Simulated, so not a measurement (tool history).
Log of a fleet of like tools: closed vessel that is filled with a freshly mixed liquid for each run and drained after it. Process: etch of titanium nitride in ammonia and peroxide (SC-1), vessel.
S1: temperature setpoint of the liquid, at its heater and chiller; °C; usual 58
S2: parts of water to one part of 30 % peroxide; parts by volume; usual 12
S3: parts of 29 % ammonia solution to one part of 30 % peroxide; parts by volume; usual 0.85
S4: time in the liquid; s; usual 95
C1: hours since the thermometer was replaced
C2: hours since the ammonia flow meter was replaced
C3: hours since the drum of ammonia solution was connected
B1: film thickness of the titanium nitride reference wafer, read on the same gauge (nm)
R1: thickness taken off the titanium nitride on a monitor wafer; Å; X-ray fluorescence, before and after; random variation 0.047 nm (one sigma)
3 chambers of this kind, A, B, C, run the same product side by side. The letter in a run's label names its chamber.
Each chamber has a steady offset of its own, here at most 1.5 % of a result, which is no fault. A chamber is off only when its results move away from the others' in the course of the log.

Run 1B, hour 12.4: usual settings; C1 1640.1; C2 313.1; C3 206.2; B1 79.975. Result: R1 76.783 Å.
Run 2A, hour 19.8: usual settings; C1 462.8; C2 674.4; C3 450; B1 79.994. Result: R1 75.182 Å.
Run 3C, hour 29.1: usual settings; C1 2041.7; C2 412; C3 763.5; B1 80.009. Result: R1 75.665 Å.
Run 4B, hour 38.6: usual settings; C1 1666.3; C2 339.3; C3 232.4; B1 80.022. Result: R1 76.915 Å.
Run 5A, hour 51.2: usual settings; C1 494.2; C2 705.8; C3 481.4; B1 80.004. Result: R1 76.178 Å.
Run 6C, hour 60.3: usual settings; C1 2072.9; C2 443.2; C3 794.7; B1 79.993. Result: R1 75.002 Å.
Run 7C, hour 68.9: usual settings; C1 2081.5; C2 451.8; C3 803.3; B1 80.008. Result: R1 75.187 Å.
Run 8B, hour 76.4: usual settings; C1 1704.1; C2 377.1; C3 270.2; B1 79.988. Result: R1 76.405 Å.
At hour 77.7: chamber A: ammonia flow meter replaced.
Run 9A, hour 89.1: usual settings but S3 0.7 parts by volume, S4 120 s; C1 532.1; C2 11.5; C3 519.3; B1 80.011. Result: R1 92.617 Å.
Run 10C, hour 100.6: usual settings but S3 0.7 parts by volume, S4 120 s; C1 2113.2; C2 483.5; C3 835; B1 80. Result: R1 90.904 Å.
At hour 102.4: chamber C: ammonia flow meter replaced.
Run 11B, hour 115.1: usual settings but S3 0.7 parts by volume, S4 120 s; C1 1742.8; C2 415.8; C3 308.9; B1 79.993. Result: R1 93.511 Å.
At hour 124: chamber C: new drum of ammonia solution connected.
Run 12A, hour 129.8: usual settings; C1 572.8; C2 52.2; C3 560; B1 79.997. Result: R1 76.381 Å.
Run 13C, hour 141.5: usual settings; C1 2154.1; C2 39.1; C3 17.5; B1 80.003. Result: R1 74.379 Å.
Run 14B, hour 153.4: usual settings; C1 1781.1; C2 454.1; C3 347.2; B1 80.001. Result: R1 76.432 Å.
Run 15A, hour 168.3: usual settings; C1 611.3; C2 90.7; C3 598.5; B1 80.021. Result: R1 77.019 Å.
At hour 177.7: chamber A: new drum of ammonia solution connected.
Run 16B, hour 180.8: usual settings; C1 1808.5; C2 481.5; C3 374.6; B1 80.007. Result: R1 76.693 Å.
Run 17A, hour 188.8: usual settings; C1 631.8; C2 111.2; C3 11.1; B1 80.008. Result: R1 76.802 Å.
Run 18C, hour 199.2: usual settings; C1 2211.8; C2 96.8; C3 75.2; B1 79.973. Result: R1 72.791 Å.
Run 19C, hour 206.4: usual settings; C1 2219; C2 104; C3 82.4; B1 80.002. Result: R1 73.578 Å.
Run 20B, hour 219.2: usual settings; C1 1846.9; C2 519.9; C3 413; B1 79.996. Result: R1 76.934 Å.
Run 21A, hour 235.6: usual settings; C1 678.6; C2 158; C3 57.9; B1 79.999. Result: R1 76.71 Å.
Run 22A, hour 248.3: usual settings; C1 691.3; C2 170.7; C3 70.6; B1 79.996. Result: R1 76.035 Å.
Run 23C, hour 257.5: usual settings; C1 2270.1; C2 155.1; C3 133.5; B1 79.996. Result: R1 72.046 Å.
Run 24B, hour 270.2: usual settings; C1 1897.9; C2 570.9; C3 464; B1 80.01. Result: R1 75.927 Å.
Run 25C, hour 278.8: usual settings; C1 2291.4; C2 176.4; C3 154.8; B1 79.993. Result: R1 72.206 Å.
Run 26A, hour 287: usual settings but S1 62.5 °C, S3 0.7 parts by volume; C1 730; C2 209.4; C3 109.3; B1 79.997. Result: R1 99.392 Å.
Run 27B, hour 298.6: usual settings but S1 62.5 °C, S3 0.7 parts by volume; C1 1926.3; C2 599.3; C3 492.4; B1 79.986. Result: R1 98.723 Å.

All 3 chambers run these settings next. Forecast each chamber's results:
Run 28A, hour 310.4: usual settings but S2 15 parts by volume. Result: R1 ?.
Run 28B, hour 310.4: usual settings but S2 15 parts by volume. Result: R1 ?.
Run 28C, hour 310.4: usual settings but S2 15 parts by volume. Result: R1 ?.

run      R1
28A  66.208
28B  67.511
28C  64.202
